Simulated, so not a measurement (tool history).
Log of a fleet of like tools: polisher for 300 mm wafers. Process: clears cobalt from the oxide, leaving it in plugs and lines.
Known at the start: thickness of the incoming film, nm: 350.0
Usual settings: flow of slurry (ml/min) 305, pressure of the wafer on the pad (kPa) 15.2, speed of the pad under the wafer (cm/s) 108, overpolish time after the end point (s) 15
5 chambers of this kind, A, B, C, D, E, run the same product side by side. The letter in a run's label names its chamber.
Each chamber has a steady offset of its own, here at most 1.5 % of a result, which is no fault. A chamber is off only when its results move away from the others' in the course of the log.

| run | hour | flow of slurry (ml/min) | pressure of the wafer on the pad (kPa) | speed of the pad under the wafer (cm/s) | overpolish time after the end point (s) | wafers polished on this pad | hours since the slurry nozzle was cleaned | hours since the head pressure was calibrated | time until the end point was called (s) | dishing of a wide line in a test structure (Å) |
|---|---|---|---|---|---|---|---|---|---|---|
| 1E | 2.7 | 305 | 15.2 | 108 | 15 | 341 | 447.2 | 1303.9 | 60.518 | 418.14 |
|  | 3.7 | chamber C: worn pad replaced by a new one |
| 2D | 5.6 | 305 | 15.2 | 108 | 15 | 200 | 531.8 | 227.1 | 60.780 | 426.52 |
| 3A | 11.2 | 305 | 15.2 | 108 | 15 | 161 | 205.7 | 218.3 | 60.283 | 415.10 |
| 4B | 16.8 | 305 | 15.2 | 108 | 15 | 262 | 490.0 | 591.9 | 59.438 | 417.74 |
| 5C | 19.7 | 305 | 15.2 | 108 | 15 | 179 | 198.7 | 523.6 | 60.291 | 429.65 |
| 6E | 22.6 | 305 | 15.2 | 108 | 15 | 563 | 467.1 | 1323.8 | 60.633 | 432.91 |
| 7D | 26.4 | 305 | 15.2 | 108 | 15 | 433 | 552.6 | 247.9 | 60.075 | 429.93 |
| 8C | 30.1 | 305 | 15.2 | 108 | 15 | 295 | 209.1 | 534.0 | 60.734 | 433.88 |
| 9A | 35.5 | 305 | 15.2 | 108 | 15 | 433 | 230.0 | 242.6 | 60.292 | 418.05 |
|  | 36.6 | chamber A: slurry nozzle cleaned |
|  | 37.0 | chamber D: worn pad replaced by a new one |
| 10B | 38.0 | 305 | 15.2 | 108 | 15 | 500 | 511.2 | 613.1 | 59.747 | 418.16 |
| 11E | 42.7 | 305 | 15.2 | 90 | 20 | 788 | 487.2 | 1343.9 | 73.924 | 436.30 |
|  | 43.1 | chamber E: worn pad replaced by a new one |
|  | 45.1 | chamber C: worn pad replaced by a new one |
|  | 46.4 | chamber E: slurry nozzle cleaned |
| 12B | 48.3 | 305 | 15.2 | 90 | 20 | 615 | 521.5 | 623.4 | 71.656 | 441.09 |
|  | 52.1 | chamber D: slurry nozzle cleaned |
| 13C | 53.3 | 305 | 15.2 | 90 | 20 | 92 | 232.3 | 557.2 | 72.655 | 457.44 |
| 14D | 56.9 | 305 | 15.2 | 90 | 20 | 222 | 4.9 | 278.4 | 71.673 | 446.49 |
| 15A | 59.4 | 305 | 15.2 | 90 | 20 | 700 | 22.8 | 266.5 | 72.328 | 439.07 |
| 16C | 62.5 | 305 | 15.2 | 108 | 15 | 195 | 241.5 | 566.4 | 60.714 | 425.97 |
| 17D | 65.2 | 305 | 15.2 | 108 | 15 | 315 | 13.2 | 286.7 | 58.862 | 427.75 |
| 18E | 69.0 | 305 | 15.2 | 108 | 15 | 290 | 22.6 | 1370.2 | 60.782 | 425.23 |
| 19B | 71.8 | 305 | 15.2 | 140 | 7 | 878 | 545.0 | 646.9 | 46.851 | 330.14 |
|  | 73.0 | chamber C: head pressure recalibrated |
| 20A | 75.3 | 305 | 15.2 | 140 | 7 | 878 | 38.7 | 282.4 | 47.212 | 325.22 |
| 21E | 79.4 | 305 | 15.2 | 140 | 7 | 406 | 33.0 | 1380.6 | 45.864 | 332.98 |
| 22B | 82.1 | 305 | 15.2 | 140 | 7 | 993 | 555.3 | 657.2 | 46.246 | 323.04 |
| 23A | 85.9 | 305 | 15.2 | 140 | 7 | 997 | 49.3 | 293.0 | 46.767 | 327.94 |
|  | 86.6 | chamber C: worn pad replaced by a new one |
|  | 89.1 | chamber D: worn pad replaced by a new one |
| 24C | 89.9 | 405 | 15.2 | 108 | 15 | 37 | 268.9 | 17.0 | 57.632 | 430.75 |
| 25D | 93.0 | 405 | 15.2 | 108 | 15 | 43 | 41.0 | 314.5 | 58.606 | 427.71 |
|  | 94.5 | chamber D: head pressure recalibrated |
| 26B | 96.7 | 405 | 15.2 | 108 | 15 | 1156 | 569.9 | 671.8 | 58.727 | 412.93 |
|  | 98.9 | chamber E: head pressure recalibrated |
| 27D | 101.4 | 405 | 15.2 | 108 | 15 | 137 | 49.4 | 6.9 | 57.662 | 438.25 |
| 28C | 105.2 | 405 | 15.2 | 108 | 15 | 208 | 284.2 | 32.3 | 59.024 | 423.35 |
| 29A | 110.2 | 305 | 15.2 | 108 | 15 | 1268 | 73.6 | 317.3 | 60.504 | 420.48 |
|  | 112.3 | chamber E: worn pad replaced by a new one |
|  | 114.0 | chamber A: head pressure recalibrated |
| 30E | 115.1 | 305 | 15.2 | 108 | 15 | 32 | 68.7 | 16.2 | 65.321 | 409.20 |
|  | 119.0 | chamber B: worn pad replaced by a new one |
| 31E | 119.5 | 305 | 15.2 | 108 | 15 | 81 | 73.1 | 20.6 | 65.042 | 412.31 |
| 32B | 122.2 | 305 | 15.2 | 108 | 15 | 36 | 595.4 | 697.3 | 60.431 | 414.66 |
| 33D | 126.7 | 305 | 15.2 | 108 | 15 | 420 | 74.7 | 32.2 | 60.186 | 433.27 |
| 34C | 131.1 | 305 | 9.7 | 108 | 15 | 498 | 310.1 | 58.2 | 96.350 | 342.24 |
|  | 131.6 | chamber A: worn pad replaced by a new one |
|  | 134.7 | chamber D: worn pad replaced by a new one |
| 35A | 136.1 | 305 | 9.7 | 108 | 15 | 51 | 99.5 | 22.2 | 94.221 | 342.58 |
|  | 138.7 | chamber C: worn pad replaced by a new one |
| 36D | 139.5 | 305 | 9.7 | 108 | 15 | 54 | 87.5 | 45.0 | 94.296 | 344.17 |
| 37C | 142.1 | 305 | 9.7 | 108 | 15 | 38 | 321.1 | 69.2 | 94.781 | 342.55 |
| 38E | 145.8 | 305 | 9.7 | 108 | 15 | 375 | 99.4 | 46.9 | 103.160 | 323.40 |
| 39A | 151.2 | 305 | 15.2 | 120 | 11 | 220 | 114.6 | 37.3 | 54.232 | 386.48 |
| 40B | 155.7 | 305 | 15.2 | 120 | 11 | 411 | 628.9 | 730.8 | 54.428 | 380.61 |
| 41D | 160.4 | 305 | 15.2 | 120 | 11 | 288 | 108.4 | 65.9 | 54.003 | 387.30 |
| 42C | 163.0 | 305 | 15.2 | 120 | 11 | 272 | 342.0 | 90.1 | 53.992 | 393.25 |
| 43B | 166.8 | 305 | 15.2 | 120 | 11 | 535 | 640.0 | 741.9 | 54.401 | 385.98 |

All 5 chambers run these settings next. Forecast each chamber's results:
| 44A | 170.8 | 305 | 15.2 | 108 | 15 |  |  |  | ? | ? |
| 44B | 170.8 | 305 | 15.2 | 108 | 15 |  |  |  | ? | ? |
| 44C | 170.8 | 305 | 15.2 | 108 | 15 |  |  |  | ? | ? |
| 44D | 170.8 | 305 | 15.2 | 108 | 15 |  |  |  | ? | ? |
| 44E | 170.8 | 305 | 15.2 | 108 | 15 |  |  |  | ? | ? |

| run | time until the end point was called (s) | dishing of a wide line in a test structure (Å) |
|---|---|---|
| 44A | 60.362 | 412.36 |
| 44B | 60.424 | 410.29 |
| 44C | 59.805 | 432.09 |
| 44D | 60.733 | 429.03 |
| 44E | 65.526 | 412.93 |
